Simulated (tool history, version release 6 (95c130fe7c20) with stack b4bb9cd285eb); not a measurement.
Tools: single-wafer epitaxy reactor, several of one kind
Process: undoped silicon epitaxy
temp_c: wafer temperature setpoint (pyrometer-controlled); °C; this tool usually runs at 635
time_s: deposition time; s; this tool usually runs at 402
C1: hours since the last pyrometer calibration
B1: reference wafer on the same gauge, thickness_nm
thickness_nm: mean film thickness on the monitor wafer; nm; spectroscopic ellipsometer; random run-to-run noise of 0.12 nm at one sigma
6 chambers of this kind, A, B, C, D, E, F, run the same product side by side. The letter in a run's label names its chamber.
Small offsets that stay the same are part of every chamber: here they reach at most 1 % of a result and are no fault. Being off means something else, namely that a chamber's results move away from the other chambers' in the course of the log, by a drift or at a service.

{"run": "1F", "hour": 9.0, "temp_c": 635, "time_s": 402, "C1": 1388.7, "B1": 50.023, "thickness_nm": 48.759}
{"run": "2B", "hour": 14.6, "temp_c": 635, "time_s": 402, "C1": 2251.9, "B1": 49.967, "thickness_nm": 48.777}
{"run": "3C", "hour": 19.6, "temp_c": 635, "time_s": 402, "C1": 986.1, "B1": 50.006, "thickness_nm": 47.902}
{"run": "4E", "hour": 26.3, "temp_c": 635, "time_s": 402, "C1": 510.5, "B1": 50.004, "thickness_nm": 48.546}
{"run": "5A", "hour": 36.2, "temp_c": 629, "time_s": 368, "C1": 678.9, "B1": 50.004, "thickness_nm": 38.534}
{"run": "6D", "hour": 42.4, "temp_c": 629, "time_s": 368, "C1": 256.7, "B1": 50.001, "thickness_nm": 38.623}
{"run": "7E", "hour": 49.3, "temp_c": 629, "time_s": 368, "C1": 533.5, "B1": 50.009, "thickness_nm": 38.96}
{"run": "8F", "hour": 56.7, "temp_c": 629, "time_s": 368, "C1": 1436.4, "B1": 50.037, "thickness_nm": 39.083}
{"run": "9C", "hour": 66.0, "temp_c": 629, "time_s": 368, "C1": 1032.5, "B1": 49.988, "thickness_nm": 38.276}
{"run": "10B", "hour": 72.9, "temp_c": 629, "time_s": 368, "C1": 2310.2, "B1": 50.005, "thickness_nm": 38.961}
{"run": "11D", "hour": 82.6, "temp_c": 635, "time_s": 402, "C1": 296.9, "B1": 49.994, "thickness_nm": 48.354}
{"run": "12A", "hour": 88.6, "temp_c": 635, "time_s": 402, "C1": 731.3, "B1": 49.994, "thickness_nm": 48.536}
{"run": "13E", "hour": 94.5, "temp_c": 635, "time_s": 402, "C1": 578.7, "B1": 49.985, "thickness_nm": 48.309}
{"run": "14D", "hour": 101.8, "temp_c": 635, "time_s": 402, "C1": 316.1, "B1": 49.976, "thickness_nm": 48.311}
{"run": "15B", "hour": 109.3, "temp_c": 635, "time_s": 402, "C1": 2346.6, "B1": 49.996, "thickness_nm": 48.725}
{"run": "16C", "hour": 120.3, "temp_c": 635, "time_s": 402, "C1": 1086.8, "B1": 49.975, "thickness_nm": 47.947}
{"run": "17A", "hour": 130.4, "temp_c": 635, "time_s": 402, "C1": 773.1, "B1": 49.996, "thickness_nm": 48.252}
{"run": "18F", "hour": 141.6, "temp_c": 635, "time_s": 402, "C1": 1521.3, "B1": 49.995, "thickness_nm": 48.616}
{"run": "19B", "hour": 151.2, "temp_c": 635, "time_s": 402, "C1": 2388.5, "B1": 50.0, "thickness_nm": 48.749}
{"run": "20A", "hour": 161.6, "temp_c": 635, "time_s": 402, "C1": 804.3, "B1": 50.023, "thickness_nm": 48.806}
{"run": "21E", "hour": 168.7, "temp_c": 635, "time_s": 402, "C1": 652.9, "B1": 50.012, "thickness_nm": 48.688}
{"run": "22D", "hour": 178.7, "temp_c": 635, "time_s": 402, "C1": 393.0, "B1": 50.038, "thickness_nm": 48.373}
{"run": "23F", "hour": 186.8, "temp_c": 635, "time_s": 402, "C1": 1566.5, "B1": 49.967, "thickness_nm": 48.857}
{"run": "24C", "hour": 197.3, "temp_c": 635, "time_s": 402, "C1": 1163.8, "B1": 49.977, "thickness_nm": 48.13}
{"run": "25E", "hour": 206.3, "temp_c": 635, "time_s": 402, "C1": 690.5, "B1": 49.982, "thickness_nm": 48.55}
{"hour": 212.1, "done": "chamber B: pyrometer calibrated"}
{"run": "26B", "hour": 216.7, "temp_c": 635, "time_s": 402, "C1": 4.7, "B1": 49.979, "thickness_nm": 48.858}
{"run": "27C", "hour": 223.5, "temp_c": 635, "time_s": 402, "C1": 1190.0, "B1": 49.975, "thickness_nm": 47.942}
{"run": "28F", "hour": 234.1, "temp_c": 645, "time_s": 402, "C1": 1613.8, "B1": 50.017, "thickness_nm": 60.967}
{"run": "29D", "hour": 239.3, "temp_c": 645, "time_s": 402, "C1": 453.6, "B1": 49.99, "thickness_nm": 60.433}
{"run": "30A", "hour": 244.3, "temp_c": 645, "time_s": 402, "C1": 887.0, "B1": 50.009, "thickness_nm": 61.163}
{"run": "31F", "hour": 252.6, "temp_c": 645, "time_s": 402, "C1": 1632.3, "B1": 50.008, "thickness_nm": 60.786}
{"run": "32C", "hour": 260.0, "temp_c": 645, "time_s": 402, "C1": 1226.5, "B1": 49.992, "thickness_nm": 60.077}
{"run": "33E", "hour": 271.1, "temp_c": 645, "time_s": 402, "C1": 755.3, "B1": 49.992, "thickness_nm": 60.731}
{"run": "34D", "hour": 279.4, "temp_c": 635, "time_s": 402, "C1": 493.7, "B1": 50.014, "thickness_nm": 48.355}
{"run": "35B", "hour": 286.8, "temp_c": 646, "time_s": 327, "C1": 74.8, "B1": 50.039, "thickness_nm": 50.986}
{"run": "36A", "hour": 296.1, "temp_c": 646, "time_s": 327, "C1": 938.8, "B1": 49.999, "thickness_nm": 51.267}
{"run": "37A", "hour": 303.2, "temp_c": 646, "time_s": 327, "C1": 945.9, "B1": 50.011, "thickness_nm": 51.164}
{"run": "38C", "hour": 312.0, "temp_c": 646, "time_s": 327, "C1": 1278.5, "B1": 50.001, "thickness_nm": 49.852}
{"run": "39D", "hour": 322.8, "temp_c": 646, "time_s": 327, "C1": 537.1, "B1": 49.972, "thickness_nm": 50.33}
{"run": "40E", "hour": 331.9, "temp_c": 646, "time_s": 327, "C1": 816.1, "B1": 49.971, "thickness_nm": 50.299}

Does one chamber stand apart from the rest, does the shared gauge drift, or is all well apart from small per-chamber offsets? Give the chamber and the most likely cause, where there is one.

It is chamber A that slowly wanders off from its peers.
What lies behind it: wafer temperature above the value expected at the setpoint (K) = 1.2.

Below are 4 candidate recipes for chamber A's next run, each the usual settings with a change, their results shown as question marks. Which of them brings A's results back in line with what the other chambers give on the usual settings?
To be in line, a result may differ from the other chambers' mean on the usual settings by at most: thickness_nm 0.440 nm
{"run": "41A-1", "hour": 340.0, "temp_c": 635, "time_s": 410, "thickness_nm": "?"}
{"run": "41A-2", "hour": 340.0, "temp_c": 635, "time_s": 394, "thickness_nm": "?"}
{"run": "41A-3", "hour": 340.0, "temp_c": 635, "time_s": 420, "thickness_nm": "?"}
{"run": "41A-4", "hour": 340.0, "temp_c": 635, "time_s": 384, "thickness_nm": "?"}

The other chambers' mean on the usual settings: thickness_nm 48.483 nm
run=41A-1 thickness_nm=50.470
run=41A-2 thickness_nm=48.500
run=41A-3 thickness_nm=51.701
run=41A-4 thickness_nm=47.269
41A-2 brings the chamber back in line.

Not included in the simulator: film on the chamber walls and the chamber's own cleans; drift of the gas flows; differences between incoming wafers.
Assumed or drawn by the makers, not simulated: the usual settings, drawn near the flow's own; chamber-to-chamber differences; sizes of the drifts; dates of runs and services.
